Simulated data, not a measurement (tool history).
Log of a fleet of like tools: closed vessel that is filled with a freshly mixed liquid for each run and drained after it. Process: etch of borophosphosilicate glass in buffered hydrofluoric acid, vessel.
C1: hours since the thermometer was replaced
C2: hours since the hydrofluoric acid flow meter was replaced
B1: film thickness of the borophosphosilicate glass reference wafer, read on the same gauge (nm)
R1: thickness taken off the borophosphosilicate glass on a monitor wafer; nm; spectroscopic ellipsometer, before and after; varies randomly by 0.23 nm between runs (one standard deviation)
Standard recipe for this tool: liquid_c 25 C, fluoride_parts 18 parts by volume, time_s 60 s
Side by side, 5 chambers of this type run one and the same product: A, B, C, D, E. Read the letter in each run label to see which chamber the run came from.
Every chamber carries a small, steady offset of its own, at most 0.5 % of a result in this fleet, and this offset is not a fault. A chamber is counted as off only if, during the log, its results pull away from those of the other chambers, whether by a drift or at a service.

run 1A day=0.258 | liquid_c=25 fluoride_parts=18 time_s=60 | C1=52.5 C2=709.5 | B1=140.01 | R1=45.375
run 2C day=0.612 | liquid_c=25 fluoride_parts=18 time_s=60 | C1=128.8 C2=142.4 | B1=139.99 | R1=44.768
run 3E day=0.817 | liquid_c=25 fluoride_parts=18 time_s=60 | C1=1230.6 C2=55.3 | B1=140.01 | R1=44.644
run 4D day=1.038 | liquid_c=25 fluoride_parts=18 time_s=60 | C1=1930.2 C2=1585.1 | B1=140 | R1=44.532
run 5B day=1.375 | liquid_c=25 fluoride_parts=13.5 time_s=60 | C1=660.5 C2=758.6 | B1=139.97 | R1=59.342
-- day=1.45 chamber D: hydrofluoric acid flow meter replaced
run 6D day=1.579 | liquid_c=25 fluoride_parts=13.5 time_s=60 | C1=1943.2 C2=3.2 | B1=140.01 | R1=59.019
run 7B day=2.017 | liquid_c=25 fluoride_parts=13.5 time_s=60 | C1=675.9 C2=774 | B1=140 | R1=59.014
run 8E day=2.396 | liquid_c=25 fluoride_parts=13.5 time_s=60 | C1=1268.5 C2=93.2 | B1=140 | R1=59.696
run 9A day=2.717 | liquid_c=25 fluoride_parts=13.5 time_s=60 | C1=111.5 C2=768.5 | B1=140 | R1=59.996
run 10C day=3.117 | liquid_c=25 fluoride_parts=18 time_s=40 | C1=188.9 C2=202.5 | B1=139.99 | R1=30.298
run 11A day=3.4 | liquid_c=25 fluoride_parts=18 time_s=40 | C1=127.9 C2=784.9 | B1=140.02 | R1=30.12
run 12C day=3.662 | liquid_c=25 fluoride_parts=18 time_s=40 | C1=202 C2=215.6 | B1=139.99 | R1=29.858
run 13E day=3.858 | liquid_c=25 fluoride_parts=18 time_s=40 | C1=1303.6 C2=128.3 | B1=139.98 | R1=29.885
run 14B day=4.096 | liquid_c=25 fluoride_parts=18 time_s=40 | C1=725.8 C2=823.9 | B1=139.99 | R1=29.788
run 15D day=4.512 | liquid_c=25 fluoride_parts=24 time_s=60 | C1=2013.6 C2=73.6 | B1=140 | R1=35.604
run 16D day=4.754 | liquid_c=25 fluoride_parts=24 time_s=60 | C1=2019.4 C2=79.4 | B1=140 | R1=35.43
run 17B day=5.046 | liquid_c=25 fluoride_parts=24 time_s=60 | C1=748.6 C2=846.7 | B1=140 | R1=35.348
run 18E day=5.333 | liquid_c=25 fluoride_parts=24 time_s=60 | C1=1339 C2=163.7 | B1=139.97 | R1=34.961
run 19A day=5.704 | liquid_c=25 fluoride_parts=24 time_s=60 | C1=183.2 C2=840.2 | B1=140.01 | R1=35.317
run 20C day=5.942 | liquid_c=21.5 fluoride_parts=18 time_s=45 | C1=256.7 C2=270.3 | B1=140 | R1=27.876
run 21E day=6.192 | liquid_c=21.5 fluoride_parts=18 time_s=45 | C1=1359.6 C2=184.3 | B1=140.01 | R1=27.272
run 22D day=6.567 | liquid_c=21.5 fluoride_parts=18 time_s=45 | C1=2062.9 C2=122.9 | B1=140 | R1=27.401
run 23B day=6.896 | liquid_c=21.5 fluoride_parts=18 time_s=45 | C1=793 C2=891.1 | B1=140 | R1=27.969
run 24A day=7.208 | liquid_c=21.5 fluoride_parts=18 time_s=45 | C1=219.3 C2=876.3 | B1=140 | R1=27.769
run 25C day=7.596 | liquid_c=25 fluoride_parts=18 time_s=60 | C1=296.4 C2=310 | B1=140 | R1=45.104
run 26E day=7.875 | liquid_c=25 fluoride_parts=18 time_s=60 | C1=1400 C2=224.7 | B1=140 | R1=43.645
run 27D day=8.133 | liquid_c=25 fluoride_parts=18 time_s=60 | C1=2100.5 C2=160.5 | B1=139.97 | R1=44.429
run 28A day=8.496 | liquid_c=25 fluoride_parts=18 time_s=60 | C1=250.2 C2=907.2 | B1=140.01 | R1=44.611
run 29B day=8.838 | liquid_c=25 fluoride_parts=18 time_s=60 | C1=839.6 C2=937.7 | B1=140 | R1=44.682
run 30C day=9.225 | liquid_c=25 fluoride_parts=18 time_s=60 | C1=335.5 C2=349.1 | B1=140.01 | R1=44.977
run 31A day=9.529 | liquid_c=25 fluoride_parts=18 time_s=60 | C1=275 C2=932 | B1=139.98 | R1=44.916
run 32C day=9.921 | liquid_c=25 fluoride_parts=18 time_s=60 | C1=352.2 C2=365.8 | B1=139.99 | R1=44.634
run 33B day=10.25 | liquid_c=25 fluoride_parts=18 time_s=60 | C1=873.5 C2=971.6 | B1=140 | R1=44.846
run 34D day=10.571 | liquid_c=25 fluoride_parts=18 time_s=60 | C1=2159 C2=219 | B1=140.01 | R1=44.116
run 35E day=10.829 | liquid_c=25 fluoride_parts=18 time_s=80 | C1=1470.9 C2=295.6 | B1=139.99 | R1=57.288
run 36D day=11.146 | liquid_c=25 fluoride_parts=18 time_s=80 | C1=2172.8 C2=232.8 | B1=140.02 | R1=58.856
run 37E day=11.425 | liquid_c=25 fluoride_parts=18 time_s=80 | C1=1485.2 C2=309.9 | B1=140 | R1=57.165
run 38A day=11.85 | liquid_c=25 fluoride_parts=18 time_s=80 | C1=330.7 C2=987.7 | B1=139.98 | R1=59.585
run 39C day=12.125 | liquid_c=25 fluoride_parts=18 time_s=80 | C1=405.1 C2=418.7 | B1=140 | R1=60.55
run 40B day=12.512 | liquid_c=25 fluoride_parts=18 time_s=60 | C1=927.8 C2=1025.9 | B1=139.98 | R1=44.889
run 41A day=12.858 | liquid_c=25 fluoride_parts=18 time_s=40 | C1=354.9 C2=1011.9 | B1=140 | R1=30.078
run 42E day=13.258 | liquid_c=25 fluoride_parts=18 time_s=40 | C1=1529.2 C2=353.9 | B1=139.99 | R1=27.979
run 43B day=13.675 | liquid_c=25 fluoride_parts=18 time_s=40 | C1=955.7 C2=1053.8 | B1=140 | R1=29.891

Has any chamber moved away from the others, gradually or after a service, or does the common gauge drift, or do the chambers differ only by their own small steady offsets? State the chamber and the most likely cause if one applies.

One chamber, E, drifts off from the rest bit by bit.
What lies behind it: liquid colder than its thermometer reads (K) = 1.11.
The log may not tell that from: hydrofluoric acid flow below the setpoint (%).

Here are 4 candidates for chamber E's next run, each the usual settings with a change, their results left as question marks. Which one brings its results back in line with what the others give on the usual settings?
In line means no further than this from the other chambers' mean on the usual settings: R1 0.8 nm
run 44E-1 day=13.988 | liquid_c=25.5 fluoride_parts=17.5 time_s=60 | R1=?
run 44E-2 day=13.988 | liquid_c=24.5 fluoride_parts=18.5 time_s=60 | R1=?
run 44E-3 day=13.988 | liquid_c=25 fluoride_parts=17.5 time_s=60 | R1=?
run 44E-4 day=13.988 | liquid_c=25 fluoride_parts=18.5 time_s=60 | R1=?

Other chambers, usual settings, mean: R1 44.771 nm
run=44E-1 R1=44.556
run=44E-2 R1=39.937
run=44E-3 R1=43.367
run=44E-4 R1=41.014
44E-1 brings the chamber back in line.
